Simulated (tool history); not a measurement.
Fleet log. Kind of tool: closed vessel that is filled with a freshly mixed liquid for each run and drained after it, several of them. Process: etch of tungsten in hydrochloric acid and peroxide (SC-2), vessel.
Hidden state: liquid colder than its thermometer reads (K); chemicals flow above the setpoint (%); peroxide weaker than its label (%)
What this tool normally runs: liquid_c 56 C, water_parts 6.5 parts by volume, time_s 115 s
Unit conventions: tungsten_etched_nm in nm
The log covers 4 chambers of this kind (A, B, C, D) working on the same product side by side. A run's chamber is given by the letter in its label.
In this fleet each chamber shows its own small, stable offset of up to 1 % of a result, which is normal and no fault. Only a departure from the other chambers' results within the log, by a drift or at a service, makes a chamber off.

| run | hour | liquid_c | water_parts | time_s | hours since the thermometer was replaced | hours since the chemicals flow meter was replaced | hours since the drum of peroxide was connected | read-back film thickness of the tungsten reference wafer, read on the same gauge (nm) | tungsten_etched_nm |
|---|---|---|---|---|---|---|---|---|---|
| 1B | 7.9 | 56 | 6.5 | 115 | 747 | 182.5 | 150.7 | 50.016 | 40.816 |
| 2A | 14.6 | 56 | 6.5 | 115 | 338.2 | 355.3 | 223.3 | 49.993 | 41.363 |
| 3D | 19.9 | 56 | 6.5 | 115 | 837.2 | 214.2 | 374.8 | 49.98 | 40.516 |
| 4C | 25.5 | 56 | 6.5 | 115 | 460 | 478.6 | 134.5 | 50.006 | 40.895 |
| 5D | 29.7 | 56 | 6.5 | 115 | 847 | 224 | 384.6 | 49.981 | 40.845 |
| 6A | 35.4 | 56 | 6.5 | 115 | 359 | 376.1 | 244.1 | 49.977 | 40.98 |
| 7C | 43.3 | 56 | 6.5 | 90 | 477.8 | 496.4 | 152.3 | 50.009 | 31.556 |
| 8B | 50.2 | 56 | 6.5 | 90 | 789.3 | 224.8 | 193 | 50.018 | 31.508 |
| 9B | 57 | 56 | 6.5 | 90 | 796.1 | 231.6 | 199.8 | 50.028 | 31.511 |
| 10D | 61.1 | 56 | 6.5 | 90 | 878.4 | 255.4 | 416 | 49.99 | 32.197 |
| 11C | 67.3 | 56 | 6.5 | 115 | 501.8 | 520.4 | 176.3 | 49.999 | 39.749 |
| 12A | 75.3 | 56 | 6.5 | 115 | 398.9 | 416 | 284 | 50.023 | 41.209 |
| 13B | 82.3 | 56 | 6.5 | 115 | 821.4 | 256.9 | 225.1 | 49.99 | 40.515 |
| 14C | 88.4 | 56 | 6.5 | 115 | 522.9 | 541.5 | 197.4 | 50.017 | 39.268 |
| 15A | 93.9 | 56 | 6.5 | 115 | 417.5 | 434.6 | 302.6 | 49.977 | 40.201 |
| 16D | 98.6 | 56 | 6.5 | 115 | 915.9 | 292.9 | 453.5 | 49.982 | 40.748 |
| 17B | 105 | 56 | 6.5 | 115 | 844.1 | 279.6 | 247.8 | 49.996 | 40.491 |
| 18A | 109.9 | 56 | 8 | 115 | 433.5 | 450.6 | 318.6 | 50.021 | 34.615 |
| 19D | 114.3 | 56 | 8 | 115 | 931.6 | 308.6 | 469.2 | 50.006 | 34.257 |
| 20C | 121 | 56 | 8 | 115 | 555.5 | 574.1 | 230 | 49.995 | 33.044 |
| 21D | 128.9 | 56 | 8 | 115 | 946.2 | 323.2 | 483.8 | 49.998 | 34.918 |
| 22B | 134.1 | 56 | 6.5 | 115 | 873.2 | 308.7 | 276.9 | 49.99 | 40.511 |
| 23C | 138.5 | 47.5 | 6.5 | 115 | 573 | 591.6 | 247.5 | 50.005 | 22.229 |
| 24A | 146.9 | 47.5 | 6.5 | 115 | 470.5 | 487.6 | 355.6 | 49.977 | 23.553 |
| 25A | 150.7 | 47.5 | 6.5 | 115 | 474.3 | 491.4 | 359.4 | 50.002 | 22.993 |
| 26D | 157.1 | 47.5 | 6.5 | 115 | 974.4 | 351.4 | 512 | 50.004 | 23.252 |
| 27C | 161.3 | 56 | 6.5 | 115 | 595.8 | 614.4 | 270.3 | 49.998 | 38.674 |
| 28B | 168.4 | 56 | 6.5 | 115 | 907.5 | 343 | 311.2 | 49.991 | 40.699 |
| 29A | 173.6 | 56 | 6.5 | 115 | 497.2 | 514.3 | 382.3 | 49.991 | 41.26 |
| 30B | 182 | 56 | 6.5 | 115 | 921.1 | 356.6 | 324.8 | 50.004 | 39.947 |
| 31C | 189.4 | 56 | 6.5 | 115 | 623.9 | 642.5 | 298.4 | 49.985 | 37.899 |
| 32D | 194.7 | 56 | 6.5 | 115 | 1012 | 389 | 549.6 | 49.975 | 40.732 |
| 33B | 201.3 | 49 | 8 | 115 | 940.4 | 375.9 | 344.1 | 49.987 | 21.599 |
| 34A | 206.1 | 49 | 8 | 115 | 529.7 | 546.8 | 414.8 | 50.032 | 21.609 |
| 35D | 214.2 | 49 | 8 | 115 | 1031.5 | 408.5 | 569.1 | 50.008 | 21.712 |

Is one chamber out of step, is the gauge drifting, or do the chambers differ by no more than their own small offsets? For an off chamber, give its letter and the likeliest cause.

It is chamber C that slowly wanders off from its peers.
Cause: liquid colder than its thermometer reads (K) = 1.25.
The log may not separate it from: chemicals flow below the setpoint (%); peroxide weaker than its label (%).

Below are 4 candidate recipes for chamber C's next run, each the usual settings with a change, their results shown as question marks. Which of them brings C's results back in line with what the other chambers give on the usual settings?
In line means no further than this from the other chambers' mean on the usual settings: tungsten_etched_nm 1 nm
| 36C-1 | 220.3 | 56 | 6.5 | 110 |  |  |  |  | ? |
| 36C-2 | 220.3 | 56.5 | 6.5 | 115 |  |  |  |  | ? |
| 36C-3 | 220.3 | 56.5 | 6.5 | 120 |  |  |  |  | ? |
| 36C-4 | 220.3 | 56 | 6.5 | 105 |  |  |  |  | ? |

On the usual settings, the other chambers give on average: tungsten_etched_nm 40.795 nm
| run | tungsten_etched_nm |
|---|---|
| 36C-1 | 35.831 |
| 36C-2 | 38.69 |
| 36C-3 | 40.372 |
| 36C-4 | 34.202 |
The answer is 36C-3, which returns the chamber to within the allowed miss of the others.

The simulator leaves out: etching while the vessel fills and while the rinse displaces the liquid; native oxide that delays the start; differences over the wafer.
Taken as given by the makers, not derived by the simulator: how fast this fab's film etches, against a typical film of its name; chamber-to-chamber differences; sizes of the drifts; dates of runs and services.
